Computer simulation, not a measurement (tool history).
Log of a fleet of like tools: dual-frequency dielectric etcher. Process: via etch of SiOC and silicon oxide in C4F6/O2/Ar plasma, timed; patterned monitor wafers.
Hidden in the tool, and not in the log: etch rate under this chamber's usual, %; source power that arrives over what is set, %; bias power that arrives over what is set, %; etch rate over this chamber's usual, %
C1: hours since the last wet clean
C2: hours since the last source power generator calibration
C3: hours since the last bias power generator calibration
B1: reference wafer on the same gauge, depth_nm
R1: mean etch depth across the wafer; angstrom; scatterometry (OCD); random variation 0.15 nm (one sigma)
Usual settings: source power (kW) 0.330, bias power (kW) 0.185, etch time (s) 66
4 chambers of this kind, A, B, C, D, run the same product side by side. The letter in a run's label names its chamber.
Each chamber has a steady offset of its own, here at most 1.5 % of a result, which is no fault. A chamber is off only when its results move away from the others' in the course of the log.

Run 1C, hour 5.7: usual settings; C1 78.6; C2 331.1; C3 1273.1; B1 77.120. Result: R1 697.23 angstrom.
Run 2B, hour 10.8: usual settings; C1 444.2; C2 969.9; C3 2364.6; B1 77.060. Result: R1 688.58 angstrom.
Run 3A, hour 17.0: usual settings; C1 507.4; C2 538.8; C3 2752.3; B1 77.097. Result: R1 696.64 angstrom.
Run 4D, hour 21.7: usual settings; C1 273.0; C2 374.6; C3 784.0; B1 77.132. Result: R1 690.34 angstrom.
Run 5A, hour 28.9: usual settings; C1 519.3; C2 550.7; C3 2764.2; B1 77.128. Result: R1 694.87 angstrom.
Run 6C, hour 33.5: usual settings; C1 106.4; C2 358.9; C3 1300.9; B1 77.113. Result: R1 694.96 angstrom.
Run 7B, hour 42.3: usual settings; C1 475.7; C2 1001.4; C3 2396.1; B1 77.079. Result: R1 692.68 angstrom.
Run 8D, hour 51.6: usual settings; C1 302.9; C2 404.5; C3 813.9; B1 77.135. Result: R1 689.29 angstrom.
Run 9D, hour 56.6: usual settings; C1 307.9; C2 409.5; C3 818.9; B1 77.103. Result: R1 689.58 angstrom.
At hour 57.3: chamber A: wet clean of the chamber.
Run 10A, hour 64.5: usual settings; C1 7.3; C2 586.3; C3 2799.8; B1 77.069. Result: R1 694.39 angstrom.
Run 11B, hour 69.5: usual settings; C1 502.9; C2 1028.6; C3 2423.3; B1 77.066. Result: R1 687.10 angstrom.
Run 12C, hour 77.8: usual settings but source power (kW) 0.400; C1 150.7; C2 403.2; C3 1345.2; B1 77.070. Result: R1 748.84 angstrom.
Run 13B, hour 84.6: usual settings but source power (kW) 0.400; C1 518.0; C2 1043.7; C3 2438.4; B1 77.053. Result: R1 742.11 angstrom.
Run 14A, hour 90.7: usual settings but source power (kW) 0.400; C1 33.5; C2 612.5; C3 2826.0; B1 77.118. Result: R1 747.35 angstrom.
At hour 95.2: chamber B: wet clean of the chamber.
Run 15D, hour 96.7: usual settings but source power (kW) 0.400; C1 348.0; C2 449.6; C3 859.0; B1 77.076. Result: R1 743.24 angstrom.
Run 16C, hour 105.8: usual settings; C1 178.7; C2 431.2; C3 1373.2; B1 77.129. Result: R1 695.69 angstrom.
Run 17B, hour 111.4: usual settings; C1 16.3; C2 1070.5; C3 2465.2; B1 77.132. Result: R1 680.83 angstrom.
Run 18A, hour 120.0: usual settings; C1 62.8; C2 641.8; C3 2855.3; B1 77.105. Result: R1 693.71 angstrom.
Run 19D, hour 128.7: usual settings; C1 380.0; C2 481.6; C3 891.0; B1 77.135. Result: R1 691.36 angstrom.
Run 20C, hour 137.0: usual settings; C1 209.9; C2 462.4; C3 1404.4; B1 77.089. Result: R1 698.84 angstrom.
Run 21C, hour 142.4: usual settings but source power (kW) 0.260, bias power (kW) 0.213; C1 215.3; C2 467.8; C3 1409.8; B1 77.047. Result: R1 664.79 angstrom.
Run 22D, hour 150.4: usual settings but source power (kW) 0.260, bias power (kW) 0.213; C1 401.7; C2 503.3; C3 912.7; B1 77.127. Result: R1 663.28 angstrom.
Run 23A, hour 160.0: usual settings but source power (kW) 0.260, bias power (kW) 0.213; C1 102.8; C2 681.8; C3 2895.3; B1 77.085. Result: R1 662.62 angstrom.
Run 24B, hour 167.3: usual settings but source power (kW) 0.260, bias power (kW) 0.213; C1 72.2; C2 1126.4; C3 2521.1; B1 77.107. Result: R1 652.05 angstrom.
Run 25B, hour 176.4: usual settings; C1 81.3; C2 1135.5; C3 2530.2; B1 77.094. Result: R1 681.97 angstrom.
Run 26D, hour 185.3: usual settings; C1 436.6; C2 538.2; C3 947.6; B1 77.089. Result: R1 691.28 angstrom.
Run 27A, hour 194.8: usual settings; C1 137.6; C2 716.6; C3 2930.1; B1 77.097. Result: R1 692.90 angstrom.
Run 28C, hour 204.3: usual settings; C1 277.2; C2 529.7; C3 1471.7; B1 77.097. Result: R1 695.35 angstrom.
Run 29C, hour 214.1: usual settings; C1 287.0; C2 539.5; C3 1481.5; B1 77.070. Result: R1 697.20 angstrom.
Run 30A, hour 223.7: usual settings; C1 166.5; C2 745.5; C3 2959.0; B1 77.096. Result: R1 696.20 angstrom.
Run 31D, hour 231.0: usual settings but etch time (s) 50; C1 482.3; C2 583.9; C3 993.3; B1 77.073. Result: R1 523.86 angstrom.
Run 32B, hour 239.4: usual settings but etch time (s) 50; C1 144.3; C2 1198.5; C3 2593.2; B1 77.084. Result: R1 515.78 angstrom.
Run 33D, hour 246.0: usual settings but etch time (s) 50; C1 497.3; C2 598.9; C3 1008.3; B1 77.084. Result: R1 525.00 angstrom.
Run 34C, hour 255.6: usual settings but etch time (s) 50; C1 328.5; C2 581.0; C3 1523.0; B1 77.097. Result: R1 527.56 angstrom.
Run 35B, hour 261.6: usual settings; C1 166.5; C2 1220.7; C3 2615.4; B1 77.113. Result: R1 682.66 angstrom.
Run 36A, hour 269.4: usual settings; C1 212.2; C2 791.2; C3 3004.7; B1 77.085. Result: R1 692.71 angstrom.
Run 37B, hour 278.0: usual settings; C1 182.9; C2 1237.1; C3 2631.8; B1 77.113. Result: R1 681.21 angstrom.
Run 38C, hour 287.0: usual settings; C1 359.9; C2 612.4; C3 1554.4; B1 77.074. Result: R1 699.13 angstrom.

Next, every chamber runs the same settings. What will each give?
Run 39A, hour 294.4: usual settings. Result: R1 ?.
Run 39B, hour 294.4: usual settings. Result: R1 ?.
Run 39C, hour 294.4: usual settings. Result: R1 ?.
Run 39D, hour 294.4: usual settings. Result: R1 ?.

run      R1
39A  693.68
39B  680.44
39C  695.91
39D  689.20
